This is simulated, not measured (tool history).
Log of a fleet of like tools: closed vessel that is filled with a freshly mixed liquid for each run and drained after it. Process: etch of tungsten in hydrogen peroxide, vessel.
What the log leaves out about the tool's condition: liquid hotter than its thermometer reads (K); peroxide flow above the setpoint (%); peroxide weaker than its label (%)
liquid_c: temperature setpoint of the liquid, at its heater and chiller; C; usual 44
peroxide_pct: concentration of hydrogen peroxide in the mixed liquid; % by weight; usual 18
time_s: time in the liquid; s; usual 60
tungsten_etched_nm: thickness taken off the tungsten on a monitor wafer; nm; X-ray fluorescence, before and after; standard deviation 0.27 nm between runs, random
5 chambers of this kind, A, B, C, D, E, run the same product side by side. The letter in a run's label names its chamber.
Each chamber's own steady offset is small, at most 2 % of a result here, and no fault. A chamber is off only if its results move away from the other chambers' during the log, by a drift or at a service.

run    day  liquid_c  peroxide_pct  time_s  hours since the thermometer was replaced  hours since the peroxide flow meter was replaced  hours since the drum of peroxide was connected  read-back film thickness of the tungsten reference wafer, read on the same gauge (nm)  tungsten_etched_nm
 1A  0.167        44            18      60                                        89                                             616.4                                          1056.7                                                                                 69.988               32.75
 2D  0.358        44            18      60                                     605.6                                             490.4                                           767.3                                                                                 70.002              32.865
 3B  0.567        44            18      60                                     498.6                                              2050                                           199.2                                                                                 70.019              33.203
 4C  0.817        44            18      60                                       604                                             320.7                                           830.3                                                                                  70.01              33.111
 5E   1.05        44            15      60                                     735.6                                             337.3                                           840.1                                                                                 69.997              30.573
 6C  1.225        44            15      60                                     613.8                                             330.5                                           840.1                                                                                  69.98              30.419
 7D    1.4        44            15      60                                     630.6                                             515.4                                           792.3                                                                                 69.965              29.814
 8A    1.6        44            15      60                                     123.4                                             650.8                                          1091.1                                                                                     70              29.656
 9B    1.8        44            15      60                                     528.2                                            2079.6                                           228.8                                                                                 69.997              30.114
10E  2.096        44            18      30                                     760.7                                             362.4                                           865.2                                                                                 69.965              16.982
11A  2.396        44            18      30                                     142.5                                             669.9                                          1110.2                                                                                 69.978              16.297
     2.529  -- chamber A: new drum of peroxide connected
12C  2.562        44            18      30                                     645.9                                             362.6                                           872.2                                                                                 69.998               16.62
13E  2.796        44            18      30                                     777.5                                             379.2                                             882                                                                                  69.94              16.923
14B  2.988        44            18      30                                     556.7                                            2108.1                                           257.3                                                                                 69.981              16.701
15D  3.312        44            18      60                                     676.5                                             561.3                                           838.2                                                                                 70.022              32.419
16A  3.496        44            18      60                                     168.9                                             696.3                                            23.2                                                                                 69.989              33.321
17E  3.717      38.5            18      90                                     799.6                                             401.3                                           904.1                                                                                 69.981              36.203
18C  3.862      38.5            18      90                                     677.1                                             393.8                                           903.4                                                                                  70.02              35.088
      3.95  -- chamber C: thermometer replaced
19B  4.196      38.5            18      90                                     585.7                                            2137.1                                           286.3                                                                                 69.984              35.338
20D  4.342      38.5            18      90                                     701.2                                               586                                           862.9                                                                                 69.949              34.199
21D  4.554      38.5            18      90                                     706.3                                             591.1                                             868                                                                                 69.994              34.541
22A  4.775        44            18      60                                     199.6                                               727                                            53.9                                                                                 70.002              33.462
     4.925  -- chamber E: new drum of peroxide connected
23B  5.004        44            18      60                                     605.1                                            2156.5                                           305.7                                                                                 69.985              33.488
24C  5.308        44            18      60                                      32.7                                             428.5                                           938.1                                                                                 69.955              33.586
25E  5.575        44            18      30                                     844.2                                             445.9                                            15.6                                                                                 69.995              17.576
     5.729  -- chamber B: peroxide flow meter replaced
26E  5.733        44            18      30                                       848                                             449.7                                            19.4                                                                                  70.04              17.292
27B  6.012        44            18      30                                     629.3                                               6.8                                           329.9                                                                                 70.006              16.744
28D  6.333        44            18      30                                       749                                             633.8                                           910.7                                                                                 70.034              16.316
29C  6.608        44            18      30                                      63.9                                             459.7                                           969.3                                                                                 70.002              16.605
30A  6.829        44            18      60                                     248.9                                             776.3                                           103.2                                                                                 69.983              33.346
31E  6.979        44            18      60                                     877.9                                             479.6                                            49.3                                                                                 70.026                34.5
32A    7.3      51.5          15.5      60                                     260.2                                             787.6                                           114.5                                                                                  69.99               49.19
33D  7.462      51.5          15.5      60                                     776.1                                             660.9                                           937.8                                                                                 69.991              49.078
34C  7.733      51.5          15.5      60                                      90.9                                             486.7                                           996.3                                                                                 70.024              49.927
35B  8.038      51.5          15.5      60                                     677.9                                              55.4                                           378.5                                                                                 70.019              49.073
36D  8.362      51.5          15.5      60                                     797.7                                             682.5                                           959.4                                                                                  70.03              48.553

Next, every chamber runs the same settings. What will each give?
37A  8.6        44            18      90                                                                                                                                                                                                                                                      ?
37B  8.6        44            18      90                                                                                                                                                                                                                                                      ?
37C  8.6        44            18      90                                                                                                                                                                                                                                                      ?
37D  8.6        44            18      90                                                                                                                                                                                                                                                      ?
37E  8.6        44            18      90                                                                                                                                                                                                                                                      ?

run  tungsten_etched_nm
37A               50.28
37B              50.131
37C              49.999
37D              49.458
37E              53.658
